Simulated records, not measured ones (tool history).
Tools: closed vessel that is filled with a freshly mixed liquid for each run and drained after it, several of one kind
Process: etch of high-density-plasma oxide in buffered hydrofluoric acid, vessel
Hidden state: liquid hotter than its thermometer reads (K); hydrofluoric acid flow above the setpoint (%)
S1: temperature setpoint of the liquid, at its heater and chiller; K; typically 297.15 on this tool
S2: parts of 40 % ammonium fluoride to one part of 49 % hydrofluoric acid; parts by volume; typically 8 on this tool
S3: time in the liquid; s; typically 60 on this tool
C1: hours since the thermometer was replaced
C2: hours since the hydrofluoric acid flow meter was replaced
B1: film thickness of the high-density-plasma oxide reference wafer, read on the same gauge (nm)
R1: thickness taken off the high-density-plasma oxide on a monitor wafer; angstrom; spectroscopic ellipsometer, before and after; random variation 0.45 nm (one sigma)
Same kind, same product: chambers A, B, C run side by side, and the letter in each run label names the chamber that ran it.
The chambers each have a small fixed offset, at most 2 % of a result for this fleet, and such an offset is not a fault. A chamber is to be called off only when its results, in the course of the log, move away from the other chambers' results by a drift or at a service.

run   hour      S1   S2  S3      C1      C2      B1      R1
 1B    4.1  297.15    8  60  1148.7   354.1  40.004  915.05
 2C    6.6  297.15    8  60     550    1095  40.016  919.82
 3A    8.6  297.15    8  60   329.1     129  40.046  922.36
 4A     12  297.15    8  60   332.5   132.4  39.975  916.17
 5C     16  297.15    8  30   559.4  1104.4  39.962  458.99
 6B   19.6  297.15    8  30  1164.2   369.6   39.99  454.03
 7C   23.9  297.15    8  30   567.3  1112.3  39.984  459.58
 8B   26.2  297.15    8  60  1170.8   376.2  40.058  908.43
 9A   28.9  297.15    8  60   349.4   149.3  40.005  917.61
10A   33.1  297.15    8  60   353.6   153.5  40.022  929.28
11B   35.1  297.15    8  60  1179.7   385.1  39.986  905.94
12C   39.6  297.15    8  60     583    1128  39.979  919.85
13C   42.5  297.15    8  60   585.9  1130.9  40.039  911.77
14A     46  297.15    8  60   366.5   166.4  39.962  913.21
15B   48.5  297.15    8  60  1193.1   398.5  39.986  913.19
16C   52.5  297.15    8  60   595.9  1140.9  40.006  916.52
17B   56.6  297.15    8  60  1201.2   406.6  40.013  911.29
18A   59.3  297.15    8  60   379.8   179.7  39.984  911.62
19C   63.1  293.15  9.5  60   606.5  1151.5  40.022  623.89
20A   66.5  293.15  9.5  60     387   186.9  39.972  628.44
21B   70.3  293.15  9.5  60  1214.9   420.3  39.949  624.05
22A   74.6  297.15    8  60   395.1     195  40.054  918.34
23C   78.7  297.15    8  60   622.1  1167.1  40.034  919.85
24B   82.2  297.15    8  60  1226.8   432.2  40.006   916.6
25A   85.6  297.15    8  60   406.1     206  39.986  922.65
26B   87.8  297.15    8  60  1232.4   437.8  40.027   907.9
27C   90.2  297.15    8  60   633.6  1178.6  40.015  911.51
28C   94.5  297.15    8  60   637.9  1182.9  40.054  918.19
29B   98.1  297.15    8  60  1242.7   448.1  39.956  913.05
30A  101.4  297.15    8  60   421.9   221.8  40.022  919.71
31C  105.9  297.15    8  60   649.3  1194.3  40.026  927.04
32B  108.3  297.15    8  60  1252.9   458.3  40.022  920.68
33A  110.6  297.15    8  60   431.1     231  40.029  922.42
34C  113.1  297.15   11  50   656.5  1201.5   39.99  571.53
35B  115.5  297.15   11  50  1260.1   465.5  40.021  578.66
36A  119.5  297.15   11  50     440   239.9  39.989  577.77
37A  123.7  297.15    8  60   444.2   244.1  39.987  921.18
38C  127.3  297.15    8  60   670.7  1215.7  40.032  918.11
39B  130.3  297.15    8  60  1274.9   480.3  39.997  914.97
40A  134.2  297.15    8  60   454.7   254.6  39.996  925.94
     136.7  -- chamber B: thermometer replaced
41B  138.6  297.15    8  60     1.9   488.6   39.96  911.25

What goes on in this fleet: one chamber off, a drifting gauge, or nothing beyond the chambers' own small offsets? Name the chamber and the cause, if any.

All chambers stay in line apart from their small fixed offsets, and the gauge does not drift.
